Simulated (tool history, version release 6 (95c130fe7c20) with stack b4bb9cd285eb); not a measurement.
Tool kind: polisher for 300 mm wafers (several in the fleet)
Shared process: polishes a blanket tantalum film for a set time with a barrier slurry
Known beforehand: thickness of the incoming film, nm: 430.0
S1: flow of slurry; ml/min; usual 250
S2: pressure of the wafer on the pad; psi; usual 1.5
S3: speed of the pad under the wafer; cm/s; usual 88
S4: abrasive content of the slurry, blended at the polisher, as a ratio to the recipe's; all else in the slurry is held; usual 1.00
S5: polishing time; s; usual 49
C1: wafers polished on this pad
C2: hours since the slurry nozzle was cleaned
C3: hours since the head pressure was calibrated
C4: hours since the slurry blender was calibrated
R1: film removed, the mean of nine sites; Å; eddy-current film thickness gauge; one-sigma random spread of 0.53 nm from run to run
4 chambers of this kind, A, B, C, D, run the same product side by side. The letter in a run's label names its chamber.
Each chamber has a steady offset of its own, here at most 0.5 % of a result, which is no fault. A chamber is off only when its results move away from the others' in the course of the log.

run,day,S1,S2,S3,S4,S5,C1,C2,C3,C4,R1
1A,0.200,250,1.5,88,1.00,49,1031,440.8,1215.1,227.5,445.47
# day 0.392: chamber A: slurry nozzle cleaned
2C,0.408,250,1.5,88,1.00,49,833,62.7,74.3,121.9,438.09
3B,0.571,250,1.5,88,1.00,49,720,102.6,159.7,91.4,442.80
4D,0.708,250,1.5,88,1.00,49,658,468.2,606.1,23.0,433.62
# day 0.771: chamber B: worn pad replaced by a new one
# day 0.783: chamber D: slurry nozzle cleaned
5B,0.858,305,1.5,88,1.15,49,22,109.5,166.6,98.3,468.08
6A,1.012,305,1.5,88,1.15,49,1242,14.9,1234.6,247.0,460.94
7C,1.229,305,1.5,88,1.15,49,1046,82.4,94.0,141.6,469.82
8D,1.433,305,1.5,88,1.15,49,846,15.6,623.5,40.4,454.39
9D,1.654,250,1.5,88,1.00,49,903,20.9,628.8,45.7,439.87
10B,1.754,250,1.5,88,1.00,49,255,131.0,188.1,119.8,434.14
11A,1.938,250,1.5,88,1.00,49,1481,37.1,1256.8,269.2,438.46
12C,2.038,250,1.5,88,1.00,49,1256,101.8,113.4,161.0,438.58
# day 2.117: chamber A: worn pad replaced by a new one
# day 2.121: chamber C: worn pad replaced by a new one
13A,2.158,250,1.5,88,1.00,49,11,42.4,1262.1,274.5,428.77
# day 2.300: chamber A: head pressure recalibrated
14D,2.362,250,1.5,88,1.00,42,1087,37.9,645.8,62.7,359.71
15C,2.554,250,1.5,88,1.00,42,113,114.2,125.8,173.4,374.47
16B,2.771,250,1.5,88,1.00,42,518,155.4,212.5,144.2,378.06
17B,2.896,250,1.5,88,1.00,42,551,158.4,215.5,147.2,366.60
18C,3.021,320,1.3,88,1.00,49,234,125.4,137.0,184.6,391.38
19D,3.212,320,1.3,88,1.00,49,1307,58.3,666.2,83.1,371.89
20A,3.338,320,1.3,88,1.00,49,317,70.7,24.9,302.8,393.62
21B,3.454,320,1.3,88,1.00,49,695,171.8,228.9,160.6,390.56
22A,3.604,190,1.5,88,1.10,49,386,77.1,31.3,309.2,431.95
23D,3.717,190,1.5,88,1.10,49,1438,70.4,678.3,95.2,403.70
24C,3.842,190,1.5,88,1.10,49,446,145.1,156.7,204.3,433.60
# day 3.883: chamber B: worn pad replaced by a new one
25D,3.946,190,1.5,88,1.10,49,1497,75.9,683.8,100.7,406.95
26A,4.125,250,1.5,88,1.00,49,521,89.6,43.8,321.7,443.63
27B,4.254,250,1.5,88,1.00,49,96,191.0,248.1,179.8,442.93
28C,4.400,250,1.5,88,0.75,49,591,158.5,170.1,217.7,396.59
29A,4.496,250,1.5,88,0.75,49,617,98.5,52.7,330.6,398.00
30B,4.612,250,1.5,88,0.75,49,189,199.6,256.7,188.4,397.67
31D,4.767,250,1.5,88,0.75,49,1710,95.6,703.5,120.4,372.99
32C,4.871,250,1.5,88,1.00,49,713,169.8,181.4,229.0,432.81
33A,5.046,250,1.5,88,1.00,49,760,111.7,65.9,343.8,440.85
34C,5.204,250,1.5,88,1.00,49,800,177.8,189.4,237.0,428.30
35D,5.379,250,1.5,88,1.00,49,1869,110.3,718.2,135.1,390.23
36B,5.512,250,1.5,88,1.00,49,423,221.2,278.3,210.0,429.97
37D,5.700,250,1.5,88,1.00,49,1952,118.0,725.9,142.8,405.09
38C,5.900,250,1.5,88,1.00,49,980,194.5,206.1,253.7,440.18
39B,6.012,250,1.5,88,1.00,49,552,233.2,290.3,222.0,431.43
40A,6.138,250,1.5,88,1.00,49,1043,137.9,92.1,370.0,438.77
41A,6.233,250,1.2,88,1.00,63,1068,140.2,94.4,372.3,446.26
42D,6.438,250,1.2,88,1.00,63,2143,135.7,743.6,160.5,405.80

Each of the 4 chambers runs these same settings next. Fill in every chamber's results:
43A,6.600,250,1.1,88,1.00,49,,,,,?
43B,6.600,250,1.1,88,1.00,49,,,,,?
43C,6.600,250,1.1,88,1.00,49,,,,,?
43D,6.600,250,1.1,88,1.00,49,,,,,?

run,R1
43A,323.96
43B,317.82
43C,326.42
43D,285.60
